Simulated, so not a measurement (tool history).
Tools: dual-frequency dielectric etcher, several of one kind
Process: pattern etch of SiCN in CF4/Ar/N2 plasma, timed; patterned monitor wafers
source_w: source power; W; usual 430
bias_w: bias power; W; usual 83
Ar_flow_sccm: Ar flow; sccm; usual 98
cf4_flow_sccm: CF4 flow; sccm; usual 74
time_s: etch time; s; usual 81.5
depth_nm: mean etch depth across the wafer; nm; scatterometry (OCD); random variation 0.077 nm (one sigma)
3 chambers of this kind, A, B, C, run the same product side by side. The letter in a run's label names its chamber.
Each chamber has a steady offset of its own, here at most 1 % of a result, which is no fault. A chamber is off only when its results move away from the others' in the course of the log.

run   hour  source_w  bias_w  Ar_flow_sccm  cf4_flow_sccm  time_s  hours since the last wet clean  hours since the last source power generator calibration  hours since the last bias power generator calibration  hours since the last Ar flow controller change  hours since the last CF4 flow controller change  read-back reference wafer on the same gauge, depth_nm  depth_nm
 1B   11.2       430      83            98             74    81.5                            80.4                                                    377.1                                                 3011.9                                          1128.5                                           1250.4                                                 72.096    71.040
 2C   22.7       430      83            98             74    81.5                           409.4                                                    653.6                                                  490.5                                           519.9                                           1176.5                                                 72.076    71.136
 3A   33.8       430      83            98             74    81.5                            75.3                                                   3448.4                                                 1214.4                                          3606.0                                           2443.6                                                 72.073    71.937
 4C   43.9       430      83            98             74    81.5                           430.6                                                    674.8                                                  511.7                                           541.1                                           1197.7                                                 72.050    70.977
      52.4  -- chamber C: wet clean of the chamber
 5A   55.0       430      83            98             74    81.5                            96.5                                                   3469.6                                                 1235.6                                          3627.2                                           2464.8                                                 72.060    71.899
 6B   65.1       340      83            98             74    95.0                           134.3                                                    431.0                                                 3065.8                                          1182.4                                           1304.3                                                 72.027    67.066
 7C   75.5       340      83            98             74    95.0                            23.1                                                    706.4                                                  543.3                                           572.7                                           1229.3                                                 72.053    67.578
 8A   82.1       340      83            98             74    95.0                           123.6                                                   3496.7                                                 1262.7                                          3654.3                                           2491.9                                                 72.030    68.234
 9B   92.1       430      83            98             74    81.5                           161.3                                                    458.0                                                 3092.8                                          1209.4                                           1331.3                                                 71.996    70.809
10C  104.3       430      83            98             74    81.5                            51.9                                                    735.2                                                  572.1                                           601.5                                           1258.1                                                 72.004    70.921
11A  114.2       430      83            98             74    81.5                           155.7                                                   3528.8                                                 1294.8                                          3686.4                                           2524.0                                                 71.987    71.817
12B  123.8       430      83            98             74    81.5                           193.0                                                    489.7                                                 3124.5                                          1241.1                                           1363.0                                                 71.982    70.831
13B  134.3       430      83            98             74    81.5                           203.5                                                    500.2                                                 3135.0                                          1251.6                                           1373.5                                                 71.991    70.849
14A  142.0       430      83            82             89    81.5                           183.5                                                   3556.6                                                 1322.6                                          3714.2                                           2551.8                                                 71.982    75.454
15C  151.5       430      83            82             89    81.5                            99.1                                                    782.4                                                  619.3                                           648.7                                           1305.3                                                 71.965    74.465
16B  162.7       430      83            82             89    81.5                           231.9                                                    528.6                                                 3163.4                                          1280.0                                           1401.9                                                 71.953    74.332
17A  169.8       430      83            98             74    81.5                           211.3                                                   3584.4                                                 1350.4                                          3742.0                                           2579.6                                                 71.965    71.909
18C  179.0       430      83            98             74    81.5                           126.6                                                    809.9                                                  646.8                                           676.2                                           1332.8                                                 71.954    70.884
19B  188.4       430      83            98             74    81.5                           257.6                                                    554.3                                                 3189.1                                          1305.7                                           1427.6                                                 71.922    70.768
20C  194.8       430      83            98             74    81.5                           142.4                                                    825.7                                                  662.6                                           692.0                                           1348.6                                                 71.911    70.832
21A  202.5       430      83            98             74    81.5                           244.0                                                   3617.1                                                 1383.1                                          3774.7                                           2612.3                                                 71.938    71.713
22B  210.7       430      83            98             74    81.5                           279.9                                                    576.6                                                 3211.4                                          1328.0                                           1449.9                                                 71.895    70.837
23C  220.2       430      83            98             74    81.5                           167.8                                                    851.1                                                  688.0                                           717.4                                           1374.0                                                 71.900    70.853
24A  232.4       430      83            98             74    81.5                           273.9                                                   3647.0                                                 1413.0                                          3804.6                                           2642.2                                                 71.905    71.776
25A  238.8       430      83            98             74    81.5                           280.3                                                   3653.4                                                 1419.4                                          3811.0                                           2648.6                                                 71.895    71.854
26C  247.2       430      83            98             74    81.5                           194.8                                                    878.1                                                  715.0                                           744.4                                           1401.0                                                 71.883    70.792
27B  254.0       430      83            98             74    81.5                           323.2                                                    619.9                                                 3254.7                                          1371.3                                           1493.2                                                 71.875    70.796
28C  263.8       430      83            98             74    81.5                           211.4                                                    894.7                                                  731.6                                           761.0                                           1417.6                                                 71.869    70.652
29B  269.7       430      83            98             74    81.5                           338.9                                                    635.6                                                 3270.4                                          1387.0                                           1508.9                                                 71.875    70.744
30A  281.1       430      83            98             74    81.5                           322.6                                                   3695.7                                                 1461.7                                          3853.3                                           2690.9                                                 71.864    71.769
31A  288.8       430      96            98             74    72.5                           330.3                                                   3703.4                                                 1469.4                                          3861.0                                           2698.6                                                 71.859    67.091
32B  298.8       430      96            98             74    72.5                           368.0                                                    664.7                                                 3299.5                                          1416.1                                           1538.0                                                 71.838    66.398
33C  305.7       430      96            98             74    72.5                           253.3                                                    936.6                                                  773.5                                           802.9                                           1459.5                                                 71.822    66.439
     315.0  -- chamber B: bias power generator calibrated
34B  316.4       430      83            98             74    81.5                           385.6                                                    682.3                                                    1.5                                          1433.7                                           1555.6                                                 71.819    70.590
35A  322.0       430      83            98             74    81.5                           363.5                                                   3736.6                                                 1502.6                                          3894.2                                           2731.8                                                 71.798    71.733
36C  328.5       430      83            98             74    81.5                           276.1                                                    959.4                                                  796.3                                           825.7                                           1482.3                                                 71.796    70.772
37C  335.4       430      83            98             74    81.5                           283.0                                                    966.3                                                  803.2                                           832.6                                           1489.2                                                 71.801    70.667
38A  346.6       430      83            98             74    81.5                           388.1                                                   3761.2                                                 1527.2                                          3918.8                                           2756.4                                                 71.796    71.501

All 3 chambers run these settings next. Forecast each chamber's results:
39A  355.7       430     102            98             74    81.5                                                                                                                                                                                                                                                                                                                 ?
39B  355.7       430     102            98             74    81.5                                                                                                                                                                                                                                                                                                                 ?
39C  355.7       430     102            98             74    81.5                                                                                                                                                                                                                                                                                                                 ?

run  depth_nm
39A    77.127
39B    76.262
39C    76.260

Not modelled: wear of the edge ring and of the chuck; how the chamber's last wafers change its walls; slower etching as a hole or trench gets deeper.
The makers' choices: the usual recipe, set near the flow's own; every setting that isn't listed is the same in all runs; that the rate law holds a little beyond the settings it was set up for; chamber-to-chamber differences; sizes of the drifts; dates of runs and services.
